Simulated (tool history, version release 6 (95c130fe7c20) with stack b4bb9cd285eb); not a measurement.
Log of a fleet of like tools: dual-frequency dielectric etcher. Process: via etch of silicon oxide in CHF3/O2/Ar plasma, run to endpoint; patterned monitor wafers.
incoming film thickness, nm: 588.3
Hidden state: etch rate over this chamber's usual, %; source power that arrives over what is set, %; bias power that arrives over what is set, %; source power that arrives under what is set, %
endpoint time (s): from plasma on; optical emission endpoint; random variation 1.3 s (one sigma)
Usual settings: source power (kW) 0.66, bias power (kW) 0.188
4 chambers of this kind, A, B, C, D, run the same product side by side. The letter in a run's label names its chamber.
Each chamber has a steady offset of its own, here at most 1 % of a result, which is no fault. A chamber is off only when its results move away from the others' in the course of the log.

run	hour	source power (kW)	bias power (kW)	hours since the last wet clean	hours since the last source power generator calibration	hours since the last bias power generator calibration	endpoint time (s)
1D	9.5	0.66	0.188	415.1	2064.5	1757.7	282
2A	21.1	0.66	0.188	362.2	3367.9	931.3	281.9
3B	27.2	0.66	0.188	328.6	1452.7	1558.3	281.97
4C	35.2	0.66	0.188	293.2	486.1	1381.2	281.74
5A	47.2	0.66	0.188	388.3	3394	957.4	284.02
6C	59.3	0.54	0.233	317.3	510.2	1405.3	280.18
7D	65	0.54	0.233	470.6	2120	1813.2	285.98
8B	77.1	0.54	0.233	378.5	1502.6	1608.2	280.27
9A	87.2	0.54	0.233	428.3	3434	997.4	281.8
10D	94.6	0.66	0.188	500.2	2149.6	1842.8	287.15
# hour 99.7: chamber D: wet clean of the chamber
# hour 100: chamber B: wet clean of the chamber
11B	101.9	0.79	0.203	1.9	1527.4	1633	255.47
12C	109.8	0.79	0.203	367.8	560.7	1455.8	255.04
13A	116.3	0.79	0.203	457.4	3463.1	1026.5	256.97
# hour 121.4: chamber C: wet clean of the chamber
14C	125.9	0.79	0.203	4.6	576.8	1471.9	256.09
15D	133.2	0.66	0.188	33.5	2188.2	1881.4	285.88
16B	143.4	0.66	0.188	43.4	1568.9	1674.5	278.05
17C	155.2	0.66	0.188	33.9	606.1	1501.2	282
# hour 156.6: chamber A: wet clean of the chamber
18B	164.3	0.66	0.188	64.3	1589.8	1695.4	279.34
19A	172.5	0.66	0.188	15.9	3519.3	1082.7	273.77
20D	184.4	0.66	0.23	84.7	2239.4	1932.6	264.18
21C	192.7	0.66	0.23	71.4	643.6	1538.7	262.52
22D	200.7	0.66	0.23	101	2255.7	1948.9	265.74
23A	209	0.66	0.23	52.4	3555.8	1119.2	256.49
24B	219.3	0.54	0.209	119.3	1644.8	1750.4	289.84
25B	230.8	0.54	0.209	130.8	1656.3	1761.9	292.79
26C	241.5	0.54	0.209	120.2	692.4	1587.5	290.5
27A	249.7	0.54	0.209	93.1	3596.5	1159.9	283.6
28D	260.1	0.66	0.188	160.4	2315.1	2008.3	282.53
29C	267.8	0.66	0.188	146.5	718.7	1613.8	278.63
30B	273.8	0.66	0.188	173.8	1699.3	1804.9	278.63
31D	282	0.66	0.188	182.3	2337	2030.2	283.78
32A	287.8	0.66	0.188	131.2	3634.6	1198	273.33
33A	294.1	0.66	0.188	137.5	3640.9	1204.3	274.06
# hour 295.5: chamber B: source power generator calibrated
34C	301.8	0.66	0.188	180.5	752.7	1647.8	283.71
35D	312.4	0.66	0.188	212.7	2367.4	2060.6	285.43
36B	319.9	0.66	0.188	219.9	24.4	1851	279.41
37B	329.5	0.59	0.173	229.5	34	1860.6	301.72
38C	334.9	0.59	0.173	213.6	785.8	1680.9	299.44
39D	344.5	0.59	0.173	244.8	2399.5	2092.7	303.57
40A	350	0.59	0.173	193.4	3696.8	1260.2	293.33
41A	355.6	0.66	0.188	199	3702.4	1265.8	272.59
42D	362.1	0.66	0.188	262.4	2417.1	2110.3	285.86
43C	371.9	0.66	0.188	250.6	822.8	1717.9	278.85

Is one chamber off against the others, does the gauge drift, or is nothing wrong? If a chamber is off, say which, and what the likeliest cause is.

A service left chamber A off against the others.
Cause: etch rate over this chamber's usual, % = 2.94.

Here are 4 candidates for chamber A's next run, each the usual settings with a change, their results left as question marks. Which one brings its results back in line with what the others give on the usual settings?
In line means no further than this from the other chambers' mean on the usual settings: endpoint time (s) 4.4
44A-1	380.7	0.71	0.188				?
44A-2	380.7	0.71	0.202				?
44A-3	380.7	0.57	0.188				?
44A-4	380.7	0.63	0.181				?

The other chambers' mean on the usual settings: endpoint time (s) 281.9
run	endpoint time (s)
44A-1	266.03
44A-2	259.75
44A-3	289.33
44A-4	282.01
44A-4 brings the chamber back in line.
